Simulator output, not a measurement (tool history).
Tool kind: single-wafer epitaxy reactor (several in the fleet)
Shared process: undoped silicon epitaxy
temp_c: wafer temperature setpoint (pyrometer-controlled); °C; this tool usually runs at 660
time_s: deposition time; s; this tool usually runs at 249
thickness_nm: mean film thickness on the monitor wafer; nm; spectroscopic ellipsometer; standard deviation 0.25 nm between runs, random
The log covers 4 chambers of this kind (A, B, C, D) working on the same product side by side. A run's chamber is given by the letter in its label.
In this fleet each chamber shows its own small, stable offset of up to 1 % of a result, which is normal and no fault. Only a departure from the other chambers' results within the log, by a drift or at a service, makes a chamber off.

run	hour	temp_c	time_s	read-back reference wafer on the same gauge, thickness_nm	thickness_nm
1B	6.4	660	249	47.027	52.040
2A	11.5	660	249	46.987	51.702
3C	18.4	660	249	47.030	51.847
4D	23.3	660	249	46.989	52.074
5D	30.1	660	249	46.978	51.921
6B	35.9	648	284	47.054	45.313
7C	41.3	648	284	47.024	45.291
8A	44.8	648	284	47.017	45.519
9A	51.6	648	284	47.064	45.878
10B	56.9	660	249	46.998	51.714
11C	63.7	660	249	46.939	51.402
12D	67.4	660	249	47.011	51.711
13A	70.5	660	249	47.003	51.604
# hour 74.2: chamber A: pyrometer calibrated
14B	74.5	660	249	46.941	51.463
15D	78.9	660	249	47.033	51.493
16C	85.0	654	268	47.031	49.097
17B	88.3	654	268	46.977	48.796
18C	93.7	654	268	47.026	48.574
19A	96.9	654	268	46.994	51.507
20D	100.5	660	249	46.929	51.546
21B	107.1	660	249	46.989	51.871
22C	111.0	660	249	47.019	51.227
23A	116.3	660	249	47.027	54.514
24D	120.6	660	249	46.963	51.510
25D	123.8	660	249	46.955	52.307
26A	128.7	660	249	47.016	54.074
27B	133.3	660	249	46.998	51.689
28C	139.7	660	249	47.004	52.096
29B	145.5	660	249	47.072	51.665

Predict what each chamber gives when all 4 of them run the settings below next.
30A	150.5	665	249		?
30B	150.5	665	249		?
30C	150.5	665	249		?
30D	150.5	665	249		?

run	thickness_nm
30A	60.365
30B	57.395
30C	57.426
30D	57.764
